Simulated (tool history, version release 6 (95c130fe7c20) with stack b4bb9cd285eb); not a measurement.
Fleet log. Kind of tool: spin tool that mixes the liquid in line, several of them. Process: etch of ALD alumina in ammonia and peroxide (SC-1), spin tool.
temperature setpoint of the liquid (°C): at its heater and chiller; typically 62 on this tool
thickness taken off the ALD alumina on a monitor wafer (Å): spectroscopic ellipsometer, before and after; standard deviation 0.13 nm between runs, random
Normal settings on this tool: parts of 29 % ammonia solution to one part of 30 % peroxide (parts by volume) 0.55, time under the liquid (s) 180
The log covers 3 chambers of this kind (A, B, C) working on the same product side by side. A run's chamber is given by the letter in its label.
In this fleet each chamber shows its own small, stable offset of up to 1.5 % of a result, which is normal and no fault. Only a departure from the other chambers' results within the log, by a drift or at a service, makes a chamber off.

| run | hour | temperature setpoint of the liquid (°C) | parts of 29 % ammonia solution to one part of 30 % peroxide (parts by volume) | time under the liquid (s) | hours since the thermometer was replaced | hours since the ammonia flow meter was replaced | hours since the heated supply line was repaired | hours since the drum of ammonia solution was connected | read-back film thickness of the ALD alumina reference wafer, read on the same gauge (nm) | thickness taken off the ALD alumina on a monitor wafer (Å) |
|---|---|---|---|---|---|---|---|---|---|---|
| 1A | 5.0 | 62 | 0.55 | 180 | 791.1 | 477.2 | 203.9 | 75.5 | 29.984 | 149.26 |
|  | 5.3 | chamber C: heated supply line repaired |
| 2C | 13.1 | 62 | 0.55 | 180 | 83.5 | 218.0 | 7.9 | 495.8 | 30.007 | 146.94 |
| 3B | 22.0 | 62 | 0.55 | 180 | 689.3 | 33.8 | 814.5 | 173.7 | 30.008 | 146.03 |
| 4C | 29.3 | 62 | 0.55 | 180 | 99.7 | 234.2 | 24.1 | 512.0 | 29.979 | 147.03 |
| 5B | 34.8 | 62 | 0.80 | 180 | 702.1 | 46.6 | 827.3 | 186.5 | 30.001 | 149.17 |
| 6A | 43.9 | 62 | 0.80 | 180 | 830.0 | 516.1 | 242.8 | 114.4 | 30.029 | 154.93 |
|  | 47.6 | chamber A: ammonia flow meter replaced |
| 7B | 52.1 | 62 | 0.80 | 180 | 719.4 | 63.9 | 844.6 | 203.8 | 29.979 | 152.36 |
| 8C | 61.0 | 62 | 0.55 | 180 | 131.4 | 265.9 | 55.8 | 543.7 | 30.004 | 146.85 |
| 9A | 70.4 | 62 | 0.55 | 180 | 856.5 | 22.9 | 269.3 | 140.9 | 30.028 | 148.28 |
| 10C | 76.6 | 62 | 0.55 | 180 | 147.0 | 281.5 | 71.4 | 559.3 | 29.999 | 149.09 |
| 11A | 86.1 | 62 | 0.55 | 180 | 872.2 | 38.6 | 285.0 | 156.6 | 29.994 | 146.73 |
| 12B | 94.8 | 62 | 0.55 | 180 | 762.1 | 106.6 | 887.3 | 246.5 | 29.988 | 151.12 |
| 13B | 104.0 | 62 | 0.55 | 180 | 771.3 | 115.8 | 896.5 | 255.7 | 29.990 | 151.64 |
| 14A | 109.2 | 62 | 0.55 | 180 | 895.3 | 61.7 | 308.1 | 179.7 | 30.041 | 148.12 |
| 15C | 119.1 | 62 | 0.55 | 180 | 189.5 | 324.0 | 113.9 | 601.8 | 29.994 | 146.51 |
| 16C | 126.6 | 62 | 0.70 | 255 | 197.0 | 331.5 | 121.4 | 609.3 | 29.996 | 212.63 |
| 17A | 133.2 | 62 | 0.70 | 255 | 919.3 | 85.7 | 332.1 | 203.7 | 30.013 | 215.78 |
| 18B | 141.4 | 62 | 0.70 | 255 | 808.7 | 153.2 | 933.9 | 293.1 | 29.972 | 227.21 |
| 19B | 146.6 | 62 | 0.55 | 180 | 813.9 | 158.4 | 939.1 | 298.3 | 29.970 | 156.78 |
| 20C | 153.0 | 62 | 0.55 | 180 | 223.4 | 357.9 | 147.8 | 635.7 | 29.991 | 146.74 |
| 21A | 158.5 | 62 | 0.55 | 180 | 944.6 | 111.0 | 357.4 | 229.0 | 29.999 | 145.85 |
| 22A | 162.9 | 62 | 0.55 | 180 | 949.0 | 115.4 | 361.8 | 233.4 | 29.992 | 148.05 |
| 23B | 167.4 | 62 | 0.55 | 180 | 834.7 | 179.2 | 959.9 | 319.1 | 30.000 | 162.10 |
| 24C | 176.7 | 62 | 0.55 | 180 | 247.1 | 381.6 | 171.5 | 659.4 | 30.003 | 145.32 |
| 25B | 183.8 | 62 | 0.55 | 180 | 851.1 | 195.6 | 976.3 | 335.5 | 29.970 | 162.73 |
| 26A | 188.0 | 62 | 0.55 | 180 | 974.1 | 140.5 | 386.9 | 258.5 | 29.964 | 150.10 |

One chamber off, gauge drift, or nothing amiss beyond the chambers' own small offsets? If it is a chamber, which one, and what is the likeliest cause?

It is chamber B that slowly wanders off from its peers.
Most likely cause: liquid hotter than its thermometer reads (K) = 2.33.

Chamber B could run next with any of the 4 candidate recipes listed below; each alters the usual settings, and their results appear as question marks. Which one brings its results back in line with what the other chambers deliver on the usual settings?
In line here means within this much of the mean the other chambers give on the usual settings: thickness taken off the ALD alumina on a monitor wafer (Å) 4.70
| 27B-1 | 195.1 | 62.0 | 0.55 | 150 |  |  |  |  |  | ? |
| 27B-2 | 195.1 | 60.0 | 0.55 | 180 |  |  |  |  |  | ? |
| 27B-3 | 195.1 | 63.5 | 0.55 | 200 |  |  |  |  |  | ? |
| 27B-4 | 195.1 | 63.0 | 0.55 | 190 |  |  |  |  |  | ? |

What the other chambers average on the usual settings: thickness taken off the ALD alumina on a monitor wafer (Å) 147.58
| run | thickness taken off the ALD alumina on a monitor wafer (Å) |
|---|---|
| 27B-1 | 136.80 |
| 27B-2 | 148.71 |
| 27B-3 | 196.30 |
| 27B-4 | 182.02 |
27B-2 brings the chamber back in line.
